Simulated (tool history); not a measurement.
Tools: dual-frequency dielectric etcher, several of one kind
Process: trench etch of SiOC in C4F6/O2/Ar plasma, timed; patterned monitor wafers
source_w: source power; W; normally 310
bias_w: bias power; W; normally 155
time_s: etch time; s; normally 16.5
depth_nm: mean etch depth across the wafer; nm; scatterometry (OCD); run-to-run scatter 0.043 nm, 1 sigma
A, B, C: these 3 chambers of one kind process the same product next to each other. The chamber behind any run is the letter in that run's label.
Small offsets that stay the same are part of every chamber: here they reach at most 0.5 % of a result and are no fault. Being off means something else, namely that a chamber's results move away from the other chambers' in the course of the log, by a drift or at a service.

| run | day | source_w | bias_w | time_s | read-back reference wafer on the same gauge, depth_nm | depth_nm |
|---|---|---|---|---|---|---|
| 1C | 0.233 | 310 | 155 | 16.5 | 26.014 | 29.534 |
| 2B | 0.467 | 310 | 155 | 16.5 | 25.999 | 29.568 |
| 3A | 0.704 | 310 | 155 | 16.5 | 26.012 | 29.724 |
| 4C | 0.904 | 310 | 155 | 16.5 | 26.020 | 29.503 |
| 5A | 1.096 | 310 | 155 | 16.5 | 26.021 | 29.684 |
| 6B | 1.304 | 310 | 155 | 16.5 | 26.032 | 29.603 |
| 7A | 1.496 | 310 | 155 | 16.5 | 26.042 | 29.753 |
| 8C | 1.658 | 250 | 155 | 16.5 | 26.031 | 27.251 |
| 9B | 1.771 | 250 | 155 | 16.5 | 26.035 | 27.186 |
| 10A | 1.975 | 250 | 155 | 16.5 | 26.037 | 27.400 |
| 11C | 2.129 | 310 | 155 | 16.5 | 26.051 | 29.612 |
| 12B | 2.329 | 310 | 180 | 13.0 | 26.044 | 24.397 |
| 13C | 2.571 | 310 | 180 | 13.0 | 26.054 | 24.408 |
| 14B | 2.779 | 310 | 180 | 13.0 | 26.052 | 24.501 |
| 15A | 2.954 | 310 | 155 | 16.5 | 26.065 | 29.875 |
| 16C | 3.104 | 310 | 155 | 16.5 | 26.063 | 29.542 |
| 17B | 3.329 | 310 | 155 | 16.5 | 26.076 | 29.655 |
| 18A | 3.517 | 310 | 155 | 16.5 | 26.082 | 29.827 |
| 19A | 3.642 | 310 | 155 | 16.5 | 26.087 | 29.801 |
| 20B | 3.825 | 310 | 155 | 16.5 | 26.079 | 29.633 |
| 21C | 3.946 | 310 | 155 | 16.5 | 26.089 | 29.615 |
| 22A | 4.162 | 310 | 155 | 16.5 | 26.088 | 29.721 |
| 23B | 4.375 | 310 | 155 | 16.5 | 26.091 | 29.667 |
| 24C | 4.583 | 310 | 155 | 16.5 | 26.104 | 29.635 |
| 25C | 4.729 | 310 | 155 | 16.5 | 26.102 | 29.686 |
| 26A | 4.967 | 310 | 155 | 16.5 | 26.109 | 29.877 |
| 27B | 5.158 | 310 | 155 | 16.5 | 26.113 | 29.736 |
| 28C | 5.358 | 310 | 155 | 16.5 | 26.121 | 29.641 |
| 29A | 5.504 | 310 | 117 | 16.5 | 26.123 | 27.514 |
| 30B | 5.633 | 310 | 117 | 16.5 | 26.124 | 27.290 |
|  | 5.758 | chamber A: wet clean of the chamber |
| 31B | 5.817 | 310 | 117 | 16.5 | 26.127 | 27.274 |
| 32A | 6.058 | 310 | 155 | 16.5 | 26.127 | 29.794 |
| 33C | 6.283 | 360 | 155 | 16.5 | 26.129 | 31.511 |
| 34C | 6.446 | 360 | 155 | 16.5 | 26.131 | 31.570 |
| 35A | 6.629 | 360 | 155 | 16.5 | 26.151 | 31.570 |
| 36B | 6.742 | 310 | 155 | 16.5 | 26.143 | 29.730 |
| 37A | 6.942 | 310 | 155 | 16.5 | 26.157 | 29.875 |

For the next run the whole fleet of 3 chambers uses the same settings. Give each chamber's results:
| 38A | 7.121 | 310 | 155 | 13.5 |  | ? |
| 38B | 7.121 | 310 | 155 | 13.5 |  | ? |
| 38C | 7.121 | 310 | 155 | 13.5 |  | ? |

| run | depth_nm |
|---|---|
| 38A | 24.428 |
| 38B | 24.333 |
| 38C | 24.308 |
